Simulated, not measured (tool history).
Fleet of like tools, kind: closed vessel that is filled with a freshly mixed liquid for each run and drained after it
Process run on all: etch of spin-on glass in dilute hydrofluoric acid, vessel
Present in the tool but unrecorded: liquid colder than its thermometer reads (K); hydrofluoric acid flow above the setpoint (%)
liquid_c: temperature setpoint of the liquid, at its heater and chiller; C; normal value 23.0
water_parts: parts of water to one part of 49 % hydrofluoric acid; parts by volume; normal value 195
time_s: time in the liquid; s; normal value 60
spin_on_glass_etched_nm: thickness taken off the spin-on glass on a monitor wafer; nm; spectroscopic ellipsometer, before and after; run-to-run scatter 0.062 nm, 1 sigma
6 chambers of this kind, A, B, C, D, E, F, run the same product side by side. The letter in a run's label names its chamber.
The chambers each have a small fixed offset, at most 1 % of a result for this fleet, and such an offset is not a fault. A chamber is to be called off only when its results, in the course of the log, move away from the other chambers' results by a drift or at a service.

| run | hour | liquid_c | water_parts | time_s | hours since the thermometer was replaced | hours since the hydrofluoric acid flow meter was replaced | read-back film thickness of the spin-on glass reference wafer, read on the same gauge (nm) | spin_on_glass_etched_nm |
|---|---|---|---|---|---|---|---|---|
| 1C | 4.0 | 23.0 | 195 | 60 | 579.3 | 626.1 | 130.01 | 11.2260 |
| 2A | 8.0 | 23.0 | 195 | 60 | 693.7 | 1029.7 | 129.98 | 11.4200 |
| 3D | 12.2 | 23.0 | 195 | 60 | 417.4 | 1609.2 | 130.00 | 11.2760 |
| 4F | 16.2 | 23.0 | 195 | 60 | 43.3 | 275.4 | 130.00 | 11.4460 |
| 5E | 19.7 | 23.0 | 195 | 60 | 2394.3 | 92.9 | 130.01 | 11.2690 |
| 6B | 22.9 | 23.0 | 195 | 60 | 74.5 | 822.4 | 130.03 | 11.2150 |
| 7D | 26.5 | 26.5 | 230 | 60 | 431.7 | 1623.5 | 130.01 | 10.4880 |
| 8A | 29.1 | 26.5 | 230 | 60 | 714.8 | 1050.8 | 130.00 | 10.4710 |
| 9F | 32.6 | 26.5 | 230 | 60 | 59.7 | 291.8 | 130.00 | 10.6570 |
| 10C | 35.4 | 26.5 | 230 | 60 | 610.7 | 657.5 | 129.98 | 10.4910 |
| 11E | 39.3 | 26.5 | 230 | 60 | 2413.9 | 112.5 | 130.00 | 10.3630 |
| 12B | 42.7 | 26.5 | 230 | 60 | 94.3 | 842.2 | 129.97 | 10.5180 |
| 13F | 47.0 | 23.0 | 195 | 60 | 74.1 | 306.2 | 130.04 | 11.3840 |
| 14C | 52.1 | 23.0 | 195 | 60 | 627.4 | 674.2 | 130.02 | 11.1980 |
| 15A | 55.0 | 23.0 | 160 | 85 | 740.7 | 1076.7 | 129.97 | 20.4770 |
| 16B | 57.5 | 23.0 | 160 | 85 | 109.1 | 857.0 | 130.04 | 20.4250 |
| 17D | 62.8 | 23.0 | 160 | 85 | 468.0 | 1659.8 | 130.03 | 20.5270 |
| 18E | 67.1 | 23.0 | 160 | 85 | 2441.7 | 140.3 | 129.98 | 20.3080 |
| 19C | 70.6 | 23.0 | 160 | 85 | 645.9 | 692.7 | 129.99 | 20.1010 |
| 20D | 73.1 | 23.0 | 160 | 85 | 478.3 | 1670.1 | 130.05 | 20.3590 |
| 21F | 78.4 | 23.0 | 195 | 60 | 105.5 | 337.6 | 130.00 | 11.4210 |
| 22E | 82.9 | 25.5 | 195 | 45 | 2457.5 | 156.1 | 130.00 | 9.2716 |
|  | 85.9 | chamber E: thermometer replaced |
| 23A | 88.1 | 25.5 | 195 | 45 | 773.8 | 1109.8 | 130.01 | 9.3941 |
|  | 90.4 | chamber A: hydrofluoric acid flow meter replaced |
| 24B | 93.1 | 25.5 | 195 | 45 | 144.7 | 892.6 | 129.98 | 9.5436 |
| 25F | 96.3 | 25.5 | 195 | 45 | 123.4 | 355.5 | 129.99 | 9.2839 |
| 26A | 100.1 | 25.5 | 195 | 45 | 785.8 | 9.7 | 129.99 | 9.4420 |
| 27E | 104.5 | 25.5 | 195 | 45 | 18.7 | 177.7 | 129.99 | 9.2811 |
| 28B | 107.6 | 23.0 | 195 | 60 | 159.2 | 907.1 | 130.02 | 11.6770 |
| 29D | 112.1 | 23.0 | 195 | 60 | 517.3 | 1709.1 | 129.99 | 11.2530 |
| 30C | 117.4 | 23.0 | 195 | 60 | 692.7 | 739.5 | 130.00 | 11.3210 |
| 31F | 120.1 | 23.0 | 195 | 60 | 147.2 | 379.3 | 129.98 | 11.3010 |
| 32D | 124.7 | 23.0 | 195 | 60 | 529.9 | 1721.7 | 129.99 | 11.4160 |
| 33E | 129.6 | 23.0 | 195 | 60 | 43.8 | 202.8 | 130.03 | 11.3170 |
| 34B | 132.3 | 23.0 | 195 | 60 | 183.9 | 931.8 | 129.97 | 11.8460 |
| 35A | 137.1 | 23.0 | 195 | 60 | 822.8 | 46.7 | 129.99 | 11.3440 |
| 36C | 142.0 | 23.0 | 195 | 60 | 717.3 | 764.1 | 130.00 | 11.2020 |
| 37D | 146.7 | 23.0 | 195 | 60 | 551.9 | 1743.7 | 129.98 | 11.4450 |
| 38F | 151.9 | 23.0 | 195 | 60 | 179.0 | 411.1 | 129.98 | 11.3280 |
| 39A | 155.1 | 23.0 | 195 | 60 | 840.8 | 64.7 | 129.97 | 11.2850 |
| 40E | 157.6 | 26.0 | 195 | 60 | 71.8 | 230.8 | 130.02 | 12.6040 |

Has any chamber moved away from the others, gradually or after a service, or does the common gauge drift, or do the chambers differ only by their own small steady offsets? State the chamber and the most likely cause if one applies.

One chamber, B, drifts off from the rest bit by bit.
Most likely cause: hydrofluoric acid flow above the setpoint (%) = 6.11.
The log may not tell that from: liquid hotter than its thermometer reads (K).

Which of the 4 candidates below, each the usual settings with something changed and its results left as question marks, puts chamber B back in line with what the other chambers give on the usual settings?
To be in line, a result may differ from the other chambers' mean on the usual settings by at most: spin_on_glass_etched_nm 0.2200 nm
| 41B-1 | 161.4 | 23.0 | 205 | 60 |  |  |  | ? |
| 41B-2 | 161.4 | 23.0 | 190 | 60 |  |  |  | ? |
| 41B-3 | 161.4 | 23.0 | 185 | 60 |  |  |  | ? |
| 41B-4 | 161.4 | 23.0 | 200 | 60 |  |  |  | ? |

On the usual settings, the other chambers give on average: spin_on_glass_etched_nm 11.3580 nm
| run | spin_on_glass_etched_nm |
|---|---|
| 41B-1 | 11.4230 |
| 41B-2 | 12.5070 |
| 41B-3 | 12.9080 |
| 41B-4 | 11.7660 |
With 41B-1, the chamber falls back in line with the rest.
